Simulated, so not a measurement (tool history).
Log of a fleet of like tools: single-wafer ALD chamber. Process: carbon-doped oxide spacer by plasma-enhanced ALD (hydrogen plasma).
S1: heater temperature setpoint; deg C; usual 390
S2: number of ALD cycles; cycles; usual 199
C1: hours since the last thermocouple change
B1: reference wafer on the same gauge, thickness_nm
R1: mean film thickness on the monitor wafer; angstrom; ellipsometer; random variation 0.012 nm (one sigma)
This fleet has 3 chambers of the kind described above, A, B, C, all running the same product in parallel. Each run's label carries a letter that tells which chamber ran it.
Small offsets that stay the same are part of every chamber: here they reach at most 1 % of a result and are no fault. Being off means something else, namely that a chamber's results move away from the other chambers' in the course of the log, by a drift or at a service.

{"run": "1A", "hour": 3.0, "S1": 390, "S2": 199, "C1": 1621.8, "B1": 8.6811, "R1": 100.43}
{"run": "2B", "hour": 6.2, "S1": 390, "S2": 199, "C1": 2053.5, "B1": 8.6822, "R1": 99.538}
{"run": "3C", "hour": 10.9, "S1": 390, "S2": 199, "C1": 67.5, "B1": 8.6828, "R1": 99.639}
{"run": "4B", "hour": 13.9, "S1": 390, "S2": 199, "C1": 2061.2, "B1": 8.6886, "R1": 99.622}
{"run": "5A", "hour": 16.6, "S1": 390, "S2": 199, "C1": 1635.4, "B1": 8.6849, "R1": 100.4}
{"run": "6C", "hour": 19.0, "S1": 390, "S2": 199, "C1": 75.6, "B1": 8.6865, "R1": 99.496}
{"run": "7A", "hour": 22.2, "S1": 390, "S2": 199, "C1": 1641, "B1": 8.687, "R1": 100.7}
{"run": "8C", "hour": 27.0, "S1": 390, "S2": 199, "C1": 83.6, "B1": 8.6923, "R1": 99.59}
{"run": "9B", "hour": 30.6, "S1": 397, "S2": 199, "C1": 2077.9, "B1": 8.6915, "R1": 99.61}
{"run": "10A", "hour": 35.1, "S1": 397, "S2": 199, "C1": 1653.9, "B1": 8.6923, "R1": 100.63}
{"run": "11C", "hour": 39.1, "S1": 397, "S2": 199, "C1": 95.7, "B1": 8.6942, "R1": 99.615}
{"run": "12B", "hour": 43.0, "S1": 390, "S2": 199, "C1": 2090.3, "B1": 8.6957, "R1": 99.718}
{"run": "13B", "hour": 46.8, "S1": 390, "S2": 199, "C1": 2094.1, "B1": 8.6979, "R1": 99.651}
{"run": "14A", "hour": 50.0, "S1": 390, "S2": 199, "C1": 1668.8, "B1": 8.6984, "R1": 100.78}
{"run": "15C", "hour": 54.7, "S1": 390, "S2": 199, "C1": 111.3, "B1": 8.6966, "R1": 99.741}
{"run": "16C", "hour": 58.3, "S1": 390, "S2": 199, "C1": 114.9, "B1": 8.7007, "R1": 99.689}
{"run": "17A", "hour": 62.9, "S1": 390, "S2": 171, "C1": 1681.7, "B1": 8.7038, "R1": 86.593}
{"hour": 64.4, "done": "chamber B: thermocouple changed; heater temperature recalibrated"}
{"run": "18B", "hour": 65.4, "S1": 390, "S2": 171, "C1": 1, "B1": 8.706, "R1": 85.942}
{"run": "19B", "hour": 68.3, "S1": 390, "S2": 171, "C1": 3.9, "B1": 8.7047, "R1": 85.784}
{"run": "20C", "hour": 71.5, "S1": 390, "S2": 199, "C1": 128.1, "B1": 8.7064, "R1": 99.637}
{"run": "21A", "hour": 76.0, "S1": 390, "S2": 199, "C1": 1694.8, "B1": 8.7057, "R1": 100.73}
{"run": "22A", "hour": 80.8, "S1": 390, "S2": 199, "C1": 1699.6, "B1": 8.7094, "R1": 100.75}
{"run": "23B", "hour": 84.4, "S1": 390, "S2": 199, "C1": 20, "B1": 8.7101, "R1": 99.676}
{"run": "24C", "hour": 88.2, "S1": 377, "S2": 178, "C1": 144.8, "B1": 8.7143, "R1": 89.29}
{"run": "25B", "hour": 90.5, "S1": 377, "S2": 178, "C1": 26.1, "B1": 8.7117, "R1": 89.64}
{"run": "26C", "hour": 94.1, "S1": 377, "S2": 178, "C1": 150.7, "B1": 8.712, "R1": 89.225}
{"run": "27A", "hour": 97.0, "S1": 390, "S2": 199, "C1": 1715.8, "B1": 8.715, "R1": 100.82}
{"run": "28A", "hour": 101.1, "S1": 390, "S2": 199, "C1": 1719.9, "B1": 8.7153, "R1": 100.69}
{"run": "29B", "hour": 105.1, "S1": 390, "S2": 199, "C1": 40.7, "B1": 8.7207, "R1": 100.11}
{"hour": 107.6, "done": "chamber A: thermocouple changed; heater temperature recalibrated"}
{"run": "30C", "hour": 108.5, "S1": 390, "S2": 199, "C1": 165.1, "B1": 8.7214, "R1": 99.842}
{"run": "31C", "hour": 110.9, "S1": 390, "S2": 199, "C1": 167.5, "B1": 8.7224, "R1": 99.936}
{"run": "32A", "hour": 114.2, "S1": 390, "S2": 199, "C1": 6.6, "B1": 8.7208, "R1": 100.86}
{"run": "33B", "hour": 118.5, "S1": 390, "S2": 199, "C1": 54.1, "B1": 8.7233, "R1": 100.03}

Does one chamber stand apart from the rest, does the shared gauge drift, or is all well apart from small per-chamber offsets? Give the chamber and the most likely cause, where there is one.

The gauge drifts, so all chambers seem to drift together. No chamber is off.
What lies behind it: gauge reads high (%) = 0.509.
